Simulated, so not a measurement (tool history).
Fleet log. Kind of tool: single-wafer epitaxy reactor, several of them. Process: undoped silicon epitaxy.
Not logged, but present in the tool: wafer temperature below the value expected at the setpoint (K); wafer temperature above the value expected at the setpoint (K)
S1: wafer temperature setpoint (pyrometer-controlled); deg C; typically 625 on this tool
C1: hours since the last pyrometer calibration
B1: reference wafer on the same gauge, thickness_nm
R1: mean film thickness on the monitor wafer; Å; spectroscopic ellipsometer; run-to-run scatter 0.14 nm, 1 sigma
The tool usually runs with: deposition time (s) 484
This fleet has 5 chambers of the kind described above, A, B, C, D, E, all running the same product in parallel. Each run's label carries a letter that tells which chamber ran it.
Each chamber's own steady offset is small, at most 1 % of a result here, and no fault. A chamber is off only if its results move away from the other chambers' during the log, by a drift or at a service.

{"hour": 2.3, "done": "chamber D: pyrometer calibrated"}
{"run": "1E", "hour": 7.9, "S1": 625, "deposition time (s)": 484, "C1": 1180.6, "B1": 52.584, "R1": 467.62}
{"run": "2A", "hour": 23.4, "S1": 625, "deposition time (s)": 484, "C1": 800.3, "B1": 52.608, "R1": 465.14}
{"run": "3B", "hour": 30.6, "S1": 625, "deposition time (s)": 484, "C1": 330.5, "B1": 52.599, "R1": 459.4}
{"run": "4D", "hour": 38.5, "S1": 625, "deposition time (s)": 484, "C1": 36.3, "B1": 52.6, "R1": 463.44}
{"run": "5C", "hour": 51.4, "S1": 625, "deposition time (s)": 484, "C1": 2265.3, "B1": 52.616, "R1": 469.05}
{"run": "6E", "hour": 65.7, "S1": 625, "deposition time (s)": 484, "C1": 1238.4, "B1": 52.651, "R1": 468.28}
{"run": "7D", "hour": 73.0, "S1": 625, "deposition time (s)": 484, "C1": 70.8, "B1": 52.564, "R1": 463.83}
{"run": "8B", "hour": 84.4, "S1": 625, "deposition time (s)": 484, "C1": 384.3, "B1": 52.569, "R1": 460.23}
{"hour": 87.9, "done": "chamber E: pyrometer calibrated"}
{"run": "9C", "hour": 94.7, "S1": 625, "deposition time (s)": 484, "C1": 2308.6, "B1": 52.641, "R1": 468.97}
{"run": "10A", "hour": 108.5, "S1": 625, "deposition time (s)": 484, "C1": 885.4, "B1": 52.59, "R1": 463.95}
{"run": "11D", "hour": 119.6, "S1": 625, "deposition time (s)": 484, "C1": 117.4, "B1": 52.602, "R1": 462.34}
{"run": "12B", "hour": 132.4, "S1": 625, "deposition time (s)": 484, "C1": 432.3, "B1": 52.62, "R1": 464.32}
{"run": "13A", "hour": 143.3, "S1": 625, "deposition time (s)": 484, "C1": 920.2, "B1": 52.606, "R1": 461.79}
{"run": "14E", "hour": 152.4, "S1": 625, "deposition time (s)": 484, "C1": 64.6, "B1": 52.575, "R1": 469.58}
{"run": "15C", "hour": 161.1, "S1": 625, "deposition time (s)": 484, "C1": 2375, "B1": 52.602, "R1": 468.08}
{"run": "16C", "hour": 174.3, "S1": 625, "deposition time (s)": 484, "C1": 2388.2, "B1": 52.569, "R1": 467.51}
{"run": "17D", "hour": 184.4, "S1": 633, "deposition time (s)": 433, "C1": 182.2, "B1": 52.593, "R1": 501.4}
{"run": "18E", "hour": 197.9, "S1": 633, "deposition time (s)": 433, "C1": 110.1, "B1": 52.63, "R1": 503.64}
{"run": "19B", "hour": 207.1, "S1": 633, "deposition time (s)": 433, "C1": 507, "B1": 52.609, "R1": 492.75}
{"run": "20A", "hour": 218.5, "S1": 633, "deposition time (s)": 433, "C1": 995.4, "B1": 52.643, "R1": 496.6}
{"run": "21E", "hour": 226.1, "S1": 633, "deposition time (s)": 433, "C1": 138.3, "B1": 52.62, "R1": 501.52}
{"run": "22B", "hour": 237.2, "S1": 625, "deposition time (s)": 484, "C1": 537.1, "B1": 52.599, "R1": 461.2}
{"run": "23A", "hour": 246.2, "S1": 625, "deposition time (s)": 484, "C1": 1023.1, "B1": 52.595, "R1": 463.12}
{"run": "24C", "hour": 259.1, "S1": 625, "deposition time (s)": 484, "C1": 2473, "B1": 52.587, "R1": 464.41}
{"run": "25D", "hour": 266.3, "S1": 625, "deposition time (s)": 484, "C1": 264.1, "B1": 52.607, "R1": 461.62}
{"run": "26C", "hour": 273.2, "S1": 625, "deposition time (s)": 484, "C1": 2487.1, "B1": 52.565, "R1": 467.35}
{"run": "27B", "hour": 288.5, "S1": 625, "deposition time (s)": 484, "C1": 588.4, "B1": 52.603, "R1": 463.71}
{"run": "28E", "hour": 296.2, "S1": 625, "deposition time (s)": 484, "C1": 208.4, "B1": 52.605, "R1": 467.47}
{"run": "29D", "hour": 309.3, "S1": 625, "deposition time (s)": 574, "C1": 307.1, "B1": 52.629, "R1": 549.72}
{"run": "30A", "hour": 317.1, "S1": 625, "deposition time (s)": 574, "C1": 1094, "B1": 52.621, "R1": 548.76}
{"run": "31D", "hour": 327.5, "S1": 625, "deposition time (s)": 574, "C1": 325.3, "B1": 52.599, "R1": 552.03}
{"run": "32E", "hour": 340.0, "S1": 625, "deposition time (s)": 574, "C1": 252.2, "B1": 52.601, "R1": 555.41}

All 5 chambers run these settings next. Forecast each chamber's results:
{"run": "33A", "hour": 351.0, "S1": 637, "deposition time (s)": 484, "R1": "?"}
{"run": "33B", "hour": 351.0, "S1": 637, "deposition time (s)": 484, "R1": "?"}
{"run": "33C", "hour": 351.0, "S1": 637, "deposition time (s)": 484, "R1": "?"}
{"run": "33D", "hour": 351.0, "S1": 637, "deposition time (s)": 484, "R1": "?"}
{"run": "33E", "hour": 351.0, "S1": 637, "deposition time (s)": 484, "R1": "?"}

run=33A R1=606.99
run=33B R1=604.98
run=33C R1=613.12
run=33D R1=609.04
run=33E R1=614.89

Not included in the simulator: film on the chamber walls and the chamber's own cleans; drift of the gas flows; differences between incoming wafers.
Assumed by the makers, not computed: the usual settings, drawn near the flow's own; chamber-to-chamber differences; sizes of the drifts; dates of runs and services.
